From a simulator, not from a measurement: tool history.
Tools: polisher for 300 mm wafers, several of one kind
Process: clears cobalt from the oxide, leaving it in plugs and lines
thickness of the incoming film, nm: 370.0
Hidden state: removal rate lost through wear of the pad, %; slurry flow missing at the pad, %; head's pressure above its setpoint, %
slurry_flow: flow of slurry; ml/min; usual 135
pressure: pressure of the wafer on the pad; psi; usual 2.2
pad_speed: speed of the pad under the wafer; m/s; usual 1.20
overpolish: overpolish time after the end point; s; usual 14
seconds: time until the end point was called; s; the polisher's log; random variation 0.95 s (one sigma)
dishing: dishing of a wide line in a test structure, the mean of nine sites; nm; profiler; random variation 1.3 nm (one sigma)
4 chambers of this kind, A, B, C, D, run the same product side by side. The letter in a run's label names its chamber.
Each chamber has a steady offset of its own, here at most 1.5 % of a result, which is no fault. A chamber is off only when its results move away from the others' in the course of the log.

run   hour  slurry_flow  pressure  pad_speed  overpolish  wafers polished on this pad  hours since the slurry nozzle was cleaned  hours since the head pressure was calibrated  seconds  dishing
 1D    4.1          135       2.2       1.20          14                          524                                      510.9                                         463.0   53.631   53.200
 2A   11.5          135       2.2       1.20          14                          548                                      440.9                                         237.6   53.159   56.784
 3B   15.8          135       2.2       1.20          14                          500                                      352.4                                         390.7   54.361   56.057
 4C   22.8          135       2.2       1.20          14                         1001                                      101.3                                         499.6   55.817   55.237
 5B   28.3          135       2.2       1.20          14                          640                                      364.9                                         403.2   53.937   54.870
 6D   34.2          135       2.2       1.20          14                          861                                      541.0                                         493.1   54.975   55.809
      36.1  -- chamber C: worn pad replaced by a new one
      38.9  -- chamber B: worn pad replaced by a new one
      39.9  -- chamber D: worn pad replaced by a new one
 7A   40.3          135       2.2       1.34          14                          870                                      469.7                                         266.4   48.199   60.322
      47.9  -- chamber A: worn pad replaced by a new one
 8C   49.5          135       2.2       1.34          14                          150                                      128.0                                         526.3   46.774   56.069
 9C   58.3          135       2.2       1.34          14                          248                                      136.8                                         535.1   46.115   57.039
10D   64.9          135       2.2       1.34          14                          279                                      571.7                                         523.8   47.343   57.968
11B   73.3          135       2.2       1.20          14                          384                                      409.9                                         448.2   52.263   55.322
12A   82.3          135       2.2       1.20          14                          384                                      511.7                                         308.4   54.868   51.688
      83.5  -- chamber A: head pressure recalibrated
13C   86.8          135       2.2       1.60          19                          566                                      165.3                                         563.6   39.505   69.582
14A   91.3          135       2.2       1.60          19                          485                                      520.7                                           7.8   40.015   66.347
15D   99.8          135       2.2       1.60          19                          669                                      606.6                                         558.7   40.135   68.951
16B  105.5          135       2.2       1.60          19                          744                                      442.1                                         480.4   38.888   68.882
17D  112.7          135       2.2       1.20          14                          813                                      619.5                                         571.6   54.921   55.901
     115.2  -- chamber B: worn pad replaced by a new one
18C  117.6          135       2.2       1.20          14                          910                                      196.1                                         594.4   54.663   54.807
19A  125.5          135       2.2       1.20          14                          867                                      554.9                                          42.0   54.979   54.825
     129.6  -- chamber D: worn pad replaced by a new one
     134.2  -- chamber A: worn pad replaced by a new one
20B  134.7          135       2.2       1.20          14                          218                                      471.3                                         509.6   52.018   55.733
21B  142.1          135       2.2       1.20          14                          300                                      478.7                                         517.0   51.074   57.827
22C  147.3          135       2.2       1.20          14                         1242                                      225.8                                         624.1   55.061   52.736
23D  152.6          135       2.2       1.20          14                          257                                      659.4                                         611.5   54.493   55.066
24A  159.6          135       2.2       1.20          14                          284                                      589.0                                          76.1   56.548   51.241
25A  168.9          135       2.2       1.20          14                          388                                      598.3                                          85.4   59.640   52.295
26B  177.1          135       2.2       1.20          14                          691                                      513.7                                         552.0   52.465   55.254
27D  182.8          135       2.2       1.20          14                          595                                      689.6                                         641.7   54.096   55.908

What goes on in this fleet: one chamber off, a drifting gauge, or nothing beyond the chambers' own small offsets? Name the chamber and the cause, if any.

Chamber A drifts away from the others.
Cause: slurry flow missing at the pad, % = 36.4.

Here are 4 candidates for chamber A's next run, each the usual settings with a change, their results left as question marks. Which one brings its results back in line with what the others give on the usual settings?
In line means no further than this from the other chambers' mean on the usual settings: seconds 3.400 s; dishing 4.400 nm
28A-1  189.5          140       2.4       1.32          15                                                                                                                              ?        ?
28A-2  189.5          135       2.1       1.14          14                                                                                                                              ?        ?
28A-3  189.5          135       2.3       1.26          14                                                                                                                              ?        ?
28A-4  189.5          130       2.0       1.08          13                                                                                                                              ?        ?

The other chambers' mean on the usual settings: seconds 53.834 s; dishing 54.648 nm
  run  seconds  dishing
28A-1   48.979   58.403
28A-2   65.430   48.717
28A-3   54.085   53.954
28A-4   73.300   43.496
28A-3 brings the chamber back in line.
